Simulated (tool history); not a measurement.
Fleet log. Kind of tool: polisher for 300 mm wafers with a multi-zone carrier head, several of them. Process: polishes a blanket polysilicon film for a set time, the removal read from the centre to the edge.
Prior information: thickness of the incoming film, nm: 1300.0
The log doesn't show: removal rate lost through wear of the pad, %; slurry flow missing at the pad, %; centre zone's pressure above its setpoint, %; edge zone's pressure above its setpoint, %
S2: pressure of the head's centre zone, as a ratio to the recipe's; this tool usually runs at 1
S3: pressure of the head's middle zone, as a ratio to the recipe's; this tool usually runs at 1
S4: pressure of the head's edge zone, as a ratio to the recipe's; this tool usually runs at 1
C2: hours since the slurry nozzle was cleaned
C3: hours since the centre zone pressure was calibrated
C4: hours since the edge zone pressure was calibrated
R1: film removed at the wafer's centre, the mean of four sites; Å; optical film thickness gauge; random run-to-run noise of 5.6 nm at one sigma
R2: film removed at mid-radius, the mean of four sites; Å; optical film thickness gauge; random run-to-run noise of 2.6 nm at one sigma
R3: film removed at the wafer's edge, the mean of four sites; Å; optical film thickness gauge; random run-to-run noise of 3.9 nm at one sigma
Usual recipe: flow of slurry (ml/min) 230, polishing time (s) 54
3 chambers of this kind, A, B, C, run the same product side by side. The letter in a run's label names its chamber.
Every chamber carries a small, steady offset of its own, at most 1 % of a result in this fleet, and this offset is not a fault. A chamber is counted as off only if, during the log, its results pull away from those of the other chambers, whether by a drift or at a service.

{"run": "1B", "hour": 16.4, "flow of slurry (ml/min)": 230, "S2": 1, "S3": 1, "S4": 1, "polishing time (s)": 54, "wafers polished on this pad": 206, "C2": 268.7, "C3": 93.4, "C4": 831.8, "R1": 3950.5, "R2": 3877.3, "R3": 3847.7}
{"hour": 26.0, "done": "chamber C: edge zone pressure recalibrated"}
{"run": "2C", "hour": 27.4, "flow of slurry (ml/min)": 230, "S2": 1, "S3": 1, "S4": 1, "polishing time (s)": 54, "wafers polished on this pad": 366, "C2": 265.1, "C3": 51.7, "C4": 1.4, "R1": 3898.3, "R2": 3949.7, "R3": 3966.8}
{"hour": 34.6, "done": "chamber A: worn pad replaced by a new one"}
{"run": "3A", "hour": 41.9, "flow of slurry (ml/min)": 230, "S2": 1, "S3": 1, "S4": 1, "polishing time (s)": 54, "wafers polished on this pad": 80, "C2": 125.3, "C3": 54.1, "C4": 1018.9, "R1": 3810.3, "R2": 3842.7, "R3": 3895.5}
{"run": "4C", "hour": 49.3, "flow of slurry (ml/min)": 230, "S2": 1, "S3": 1, "S4": 1, "polishing time (s)": 54, "wafers polished on this pad": 606, "C2": 287, "C3": 73.6, "C4": 23.3, "R1": 3914.1, "R2": 3921.1, "R3": 3974.4}
{"hour": 56.8, "done": "chamber B: worn pad replaced by a new one"}
{"run": "5B", "hour": 63.3, "flow of slurry (ml/min)": 230, "S2": 1, "S3": 1, "S4": 1, "polishing time (s)": 54, "wafers polished on this pad": 71, "C2": 315.6, "C3": 140.3, "C4": 878.7, "R1": 3848, "R2": 3893.3, "R3": 3859}
{"run": "6A", "hour": 75.9, "flow of slurry (ml/min)": 230, "S2": 1, "S3": 1, "S4": 1, "polishing time (s)": 54, "wafers polished on this pad": 452, "C2": 159.3, "C3": 88.1, "C4": 1052.9, "R1": 3773.6, "R2": 3797.4, "R3": 3874.2}
{"hour": 84.0, "done": "chamber C: worn pad replaced by a new one"}
{"run": "7A", "hour": 85.9, "flow of slurry (ml/min)": 230, "S2": 1, "S3": 1, "S4": 1, "polishing time (s)": 54, "wafers polished on this pad": 561, "C2": 169.3, "C3": 98.1, "C4": 1062.9, "R1": 3817.4, "R2": 3804.5, "R3": 3817.8}
{"run": "8C", "hour": 101.1, "flow of slurry (ml/min)": 230, "S2": 1, "S3": 1, "S4": 1, "polishing time (s)": 54, "wafers polished on this pad": 187, "C2": 338.8, "C3": 125.4, "C4": 75.1, "R1": 3916.9, "R2": 3903.2, "R3": 3825}
{"hour": 108.1, "done": "chamber C: slurry nozzle cleaned"}
{"hour": 109.2, "done": "chamber B: worn pad replaced by a new one"}
{"hour": 110.8, "done": "chamber A: worn pad replaced by a new one"}
{"run": "9B", "hour": 117.1, "flow of slurry (ml/min)": 230, "S2": 1, "S3": 1, "S4": 1, "polishing time (s)": 54, "wafers polished on this pad": 87, "C2": 369.4, "C3": 194.1, "C4": 932.5, "R1": 3795.4, "R2": 3855.2, "R3": 3896.9}
{"run": "10B", "hour": 128.5, "flow of slurry (ml/min)": 230, "S2": 1, "S3": 1, "S4": 1, "polishing time (s)": 54, "wafers polished on this pad": 211, "C2": 380.8, "C3": 205.5, "C4": 943.9, "R1": 3868.7, "R2": 3866.8, "R3": 3819.5}
{"run": "11C", "hour": 136.8, "flow of slurry (ml/min)": 230, "S2": 1, "S3": 1, "S4": 1, "polishing time (s)": 54, "wafers polished on this pad": 577, "C2": 28.8, "C3": 161.1, "C4": 110.8, "R1": 3857.8, "R2": 3939.2, "R3": 3859.4}
{"run": "12A", "hour": 149.5, "flow of slurry (ml/min)": 230, "S2": 1, "S3": 1, "S4": 1, "polishing time (s)": 54, "wafers polished on this pad": 423, "C2": 232.9, "C3": 161.7, "C4": 1126.5, "R1": 3808.8, "R2": 3836.6, "R3": 3883.4}
{"hour": 159.7, "done": "chamber C: worn pad replaced by a new one"}
{"run": "13A", "hour": 164.9, "flow of slurry (ml/min)": 230, "S2": 1, "S3": 1, "S4": 0.94, "polishing time (s)": 54, "wafers polished on this pad": 592, "C2": 248.3, "C3": 177.1, "C4": 1141.9, "R1": 3752.9, "R2": 3779.2, "R3": 3768.8}
{"hour": 166.0, "done": "chamber B: worn pad replaced by a new one"}
{"run": "14C", "hour": 175.6, "flow of slurry (ml/min)": 230, "S2": 1, "S3": 1, "S4": 0.94, "polishing time (s)": 54, "wafers polished on this pad": 174, "C2": 67.6, "C3": 199.9, "C4": 149.6, "R1": 3848.7, "R2": 3919, "R3": 3820}
{"run": "15B", "hour": 189.0, "flow of slurry (ml/min)": 230, "S2": 1, "S3": 1, "S4": 0.94, "polishing time (s)": 54, "wafers polished on this pad": 252, "C2": 441.3, "C3": 266, "C4": 1004.4, "R1": 3709, "R2": 3788.1, "R3": 3679}
{"hour": 192.4, "done": "chamber A: worn pad replaced by a new one"}
{"run": "16C", "hour": 201.4, "flow of slurry (ml/min)": 230, "S2": 1, "S3": 1, "S4": 1, "polishing time (s)": 54, "wafers polished on this pad": 456, "C2": 93.4, "C3": 225.7, "C4": 175.4, "R1": 3982.7, "R2": 3972.6, "R3": 3878.7}
{"run": "17B", "hour": 213.8, "flow of slurry (ml/min)": 230, "S2": 1, "S3": 1, "S4": 1, "polishing time (s)": 54, "wafers polished on this pad": 523, "C2": 466.1, "C3": 290.8, "C4": 1029.2, "R1": 3680.8, "R2": 3658, "R3": 3722.9}
{"run": "18A", "hour": 224.2, "flow of slurry (ml/min)": 230, "S2": 1, "S3": 1, "S4": 1, "polishing time (s)": 54, "wafers polished on this pad": 348, "C2": 307.6, "C3": 236.4, "C4": 1201.2, "R1": 3870.8, "R2": 3833.2, "R3": 3841.6}
{"hour": 228.3, "done": "chamber B: worn pad replaced by a new one"}
{"run": "19C", "hour": 233.9, "flow of slurry (ml/min)": 230, "S2": 1, "S3": 1, "S4": 1, "polishing time (s)": 54, "wafers polished on this pad": 811, "C2": 125.9, "C3": 258.2, "C4": 207.9, "R1": 3933.8, "R2": 3927.1, "R3": 3897.2}
{"run": "20B", "hour": 242.3, "flow of slurry (ml/min)": 230, "S2": 1, "S3": 1, "S4": 1, "polishing time (s)": 54, "wafers polished on this pad": 153, "C2": 494.6, "C3": 319.3, "C4": 1057.7, "R1": 3555.9, "R2": 3669.5, "R3": 3727.2}
{"hour": 247.8, "done": "chamber C: worn pad replaced by a new one"}
{"run": "21A", "hour": 255.9, "flow of slurry (ml/min)": 280, "S2": 1.05, "S3": 1, "S4": 1, "polishing time (s)": 54, "wafers polished on this pad": 695, "C2": 339.3, "C3": 268.1, "C4": 1232.9, "R1": 4099.9, "R2": 3890.6, "R3": 3806.2}
{"hour": 262.2, "done": "chamber A: worn pad replaced by a new one"}
{"run": "22C", "hour": 267.4, "flow of slurry (ml/min)": 280, "S2": 1.05, "S3": 1, "S4": 1, "polishing time (s)": 54, "wafers polished on this pad": 214, "C2": 159.4, "C3": 291.7, "C4": 241.4, "R1": 4327.8, "R2": 4002.4, "R3": 3933.4}
{"run": "23B", "hour": 279.0, "flow of slurry (ml/min)": 280, "S2": 1.05, "S3": 1, "S4": 1, "polishing time (s)": 54, "wafers polished on this pad": 554, "C2": 531.3, "C3": 356, "C4": 1094.4, "R1": 3832.2, "R2": 3692.9, "R3": 3755.8}
{"run": "24A", "hour": 291.4, "flow of slurry (ml/min)": 230, "S2": 0.9, "S3": 0.94, "S4": 1, "polishing time (s)": 54, "wafers polished on this pad": 319, "C2": 374.8, "C3": 303.6, "C4": 1268.4, "R1": 3384.9, "R2": 3583.5, "R3": 3867.2}

Has any chamber moved away from the others, gradually or after a service, or does the common gauge drift, or do the chambers differ only by their own small steady offsets? State the chamber and the most likely cause if one applies.

Chamber B drifts away from the others.
Cause: slurry flow missing at the pad, % = 42.2.

Which of the 4 candidates below, each the usual settings with something changed and its results left as question marks, puts chamber B back in line with what the other chambers give on the usual settings?
To be in line, a result may differ from the other chambers' mean on the usual settings by at most: R1 190 Å; R2 90 Å; R3 140 Å
{"run": "25B-1", "hour": 303.3, "flow of slurry (ml/min)": 240, "S2": 1.02, "S3": 1.01, "S4": 0.99, "polishing time (s)": 58, "R1": "?", "R2": "?", "R3": "?"}
{"run": "25B-2", "hour": 303.3, "flow of slurry (ml/min)": 225, "S2": 0.99, "S3": 1, "S4": 1.01, "polishing time (s)": 52, "R1": "?", "R2": "?", "R3": "?"}
{"run": "25B-3", "hour": 303.3, "flow of slurry (ml/min)": 235, "S2": 1.01, "S3": 1, "S4": 0.99, "polishing time (s)": 56, "R1": "?", "R2": "?", "R3": "?"}
{"run": "25B-4", "hour": 303.3, "flow of slurry (ml/min)": 220, "S2": 0.98, "S3": 0.99, "S4": 1.01, "polishing time (s)": 50, "R1": "?", "R2": "?", "R3": "?"}

The mean the other chambers reach with the usual settings: R1 3860.9 Å; R2 3862.7 Å; R3 3875.6 Å
run=25B-1 R1=3801.2 R2=3845.8 R3=3883.1
run=25B-2 R1=3247.8 R2=3371.3 R3=3484.9
run=25B-3 R1=3612.7 R2=3663.9 R3=3738.3
run=25B-4 R1=3070.9 R2=3196.4 R3=3339.8
25B-1 is the one that brings the chamber's results back in line with the other chambers.
